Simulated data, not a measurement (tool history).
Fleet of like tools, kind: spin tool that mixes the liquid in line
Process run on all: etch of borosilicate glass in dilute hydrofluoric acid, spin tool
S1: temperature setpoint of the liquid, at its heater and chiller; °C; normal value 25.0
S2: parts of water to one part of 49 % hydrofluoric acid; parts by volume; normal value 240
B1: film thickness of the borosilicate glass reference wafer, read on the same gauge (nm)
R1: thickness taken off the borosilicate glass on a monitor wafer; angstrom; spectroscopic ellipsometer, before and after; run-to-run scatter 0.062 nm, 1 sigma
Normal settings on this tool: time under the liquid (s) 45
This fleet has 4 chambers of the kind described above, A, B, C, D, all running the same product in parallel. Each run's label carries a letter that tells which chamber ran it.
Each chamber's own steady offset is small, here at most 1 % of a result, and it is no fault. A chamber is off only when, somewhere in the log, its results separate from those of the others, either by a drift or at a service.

Run 1C, day 0.325: usual settings; B1 130.02. Result: R1 66.197 angstrom.
Run 2D, day 0.696: usual settings; B1 130.01. Result: R1 66.646 angstrom.
Run 3B, day 0.958: usual settings; B1 129.99. Result: R1 65.982 angstrom.
Run 4A, day 1.146: usual settings; B1 130.01. Result: R1 64.875 angstrom.
Run 5A, day 1.312: usual settings; B1 129.99. Result: R1 64.269 angstrom.
Run 6D, day 1.683: usual settings; B1 130.00. Result: R1 64.542 angstrom.
Run 7B, day 1.933: usual settings; B1 129.99. Result: R1 64.624 angstrom.
Run 8C, day 2.258: usual settings but S2 280 parts by volume; B1 129.99. Result: R1 53.751 angstrom.
Run 9A, day 2.521: usual settings but S2 280 parts by volume; B1 130.01. Result: R1 52.843 angstrom.
Run 10C, day 2.742: usual settings but S2 280 parts by volume; B1 130.01. Result: R1 53.858 angstrom.
Run 11D, day 2.921: usual settings but S2 280 parts by volume; B1 130.00. Result: R1 53.577 angstrom.
At day 3.117: chamber B: hydrofluoric acid flow meter replaced.
Run 12B, day 3.229: usual settings; B1 129.99. Result: R1 65.264 angstrom.
Run 13D, day 3.533: usual settings; B1 130.02. Result: R1 66.452 angstrom.
Run 14C, day 3.850: usual settings; B1 129.99. Result: R1 65.914 angstrom.
Run 15A, day 4.138: usual settings but S1 23.0 °C, time under the liquid (s) 70; B1 129.99. Result: R1 93.782 angstrom.
Run 16B, day 4.346: usual settings but S1 23.0 °C, time under the liquid (s) 70; B1 130.01. Result: R1 94.100 angstrom.
Run 17A, day 4.658: usual settings but S1 23.0 °C, time under the liquid (s) 70; B1 130.02. Result: R1 93.716 angstrom.
Run 18D, day 4.992: usual settings but S1 23.0 °C, time under the liquid (s) 70; B1 130.00. Result: R1 92.694 angstrom.
Run 19C, day 5.179: usual settings; B1 130.02. Result: R1 66.657 angstrom.
Run 20B, day 5.546: usual settings; B1 130.01. Result: R1 64.748 angstrom.
At day 5.550: chamber C: thermometer replaced.
Run 21D, day 5.850: usual settings but S1 29.5 °C; B1 129.99. Result: R1 76.831 angstrom.
Run 22C, day 6.112: usual settings but S1 29.5 °C; B1 130.00. Result: R1 77.263 angstrom.
Run 23B, day 6.442: usual settings but S1 29.5 °C; B1 130.00. Result: R1 75.336 angstrom.
Run 24A, day 6.783: usual settings but S1 29.5 °C; B1 129.98. Result: R1 79.348 angstrom.
Run 25A, day 7.150: usual settings; B1 130.00. Result: R1 66.959 angstrom.
At day 7.225: chamber A: thermometer replaced.
Run 26D, day 7.521: usual settings; B1 129.99. Result: R1 65.112 angstrom.
Run 27C, day 7.779: usual settings; B1 130.00. Result: R1 65.883 angstrom.
Run 28B, day 7.975: usual settings; B1 130.01. Result: R1 64.950 angstrom.
Run 29A, day 8.212: usual settings; B1 130.00. Result: R1 67.715 angstrom.
Run 30D, day 8.567: usual settings; B1 130.00. Result: R1 65.017 angstrom.
Run 31B, day 8.908: usual settings; B1 129.98. Result: R1 64.775 angstrom.
Run 32C, day 9.179: usual settings; B1 130.00. Result: R1 65.873 angstrom.
Run 33A, day 9.433: usual settings; B1 129.99. Result: R1 68.816 angstrom.
Run 34B, day 9.600: usual settings; B1 130.00. Result: R1 64.752 angstrom.
Run 35C, day 9.912: usual settings; B1 130.00. Result: R1 66.004 angstrom.
Run 36D, day 10.212: usual settings; B1 130.01. Result: R1 65.715 angstrom.
Run 37D, day 10.404: usual settings but S1 23.0 °C, S2 140 parts by volume; B1 130.01. Result: R1 114.780 angstrom.
Run 38B, day 10.654: usual settings but S1 23.0 °C, S2 140 parts by volume; B1 129.98. Result: R1 114.170 angstrom.
Run 39A, day 10.846: usual settings but S1 23.0 °C, S2 140 parts by volume; B1 130.00. Result: R1 124.070 angstrom.
Run 40C, day 11.146: usual settings but S1 23.0 °C, S2 140 parts by volume; B1 130.02. Result: R1 119.800 angstrom.
Run 41B, day 11.396: usual settings but S1 20.5 °C, S2 150 parts by volume; B1 130.02. Result: R1 95.754 angstrom.
Run 42D, day 11.625: usual settings but S1 20.5 °C, S2 150 parts by volume; B1 130.02. Result: R1 97.986 angstrom.
Run 43A, day 11.979: usual settings but S1 20.5 °C, S2 150 parts by volume; B1 129.99. Result: R1 104.130 angstrom.

One chamber off, gauge drift, or nothing amiss beyond the chambers' own small offsets? If it is a chamber, which one, and what is the likeliest cause?

Little by little, chamber A moves away from the other chambers.
What lies behind it: hydrofluoric acid flow above the setpoint (%) = 9.4.

Which of the 4 candidates below, each the usual settings with something changed and its results left as question marks, puts chamber A back in line with what the other chambers give on the usual settings?
Maximum distance from the other chambers' mean on the usual settings for a result to count as in line: R1 2.200 angstrom
Run 44A-1, day 12.250: usual settings but S2 220 parts by volume. Result: R1 ?.
Run 44A-2, day 12.250: usual settings but S2 260 parts by volume. Result: R1 ?.
Run 44A-3, day 12.250: usual settings but S2 230 parts by volume. Result: R1 ?.
Run 44A-4, day 12.250: usual settings but S2 250 parts by volume. Result: R1 ?.

Usual-settings mean across the other chambers: R1 65.431 angstrom
  run      R1
44A-1  80.165
44A-2  65.185
44A-3  75.908
44A-4  68.459
The right change is 44A-2: it brings the chamber back within the allowed miss of the others.
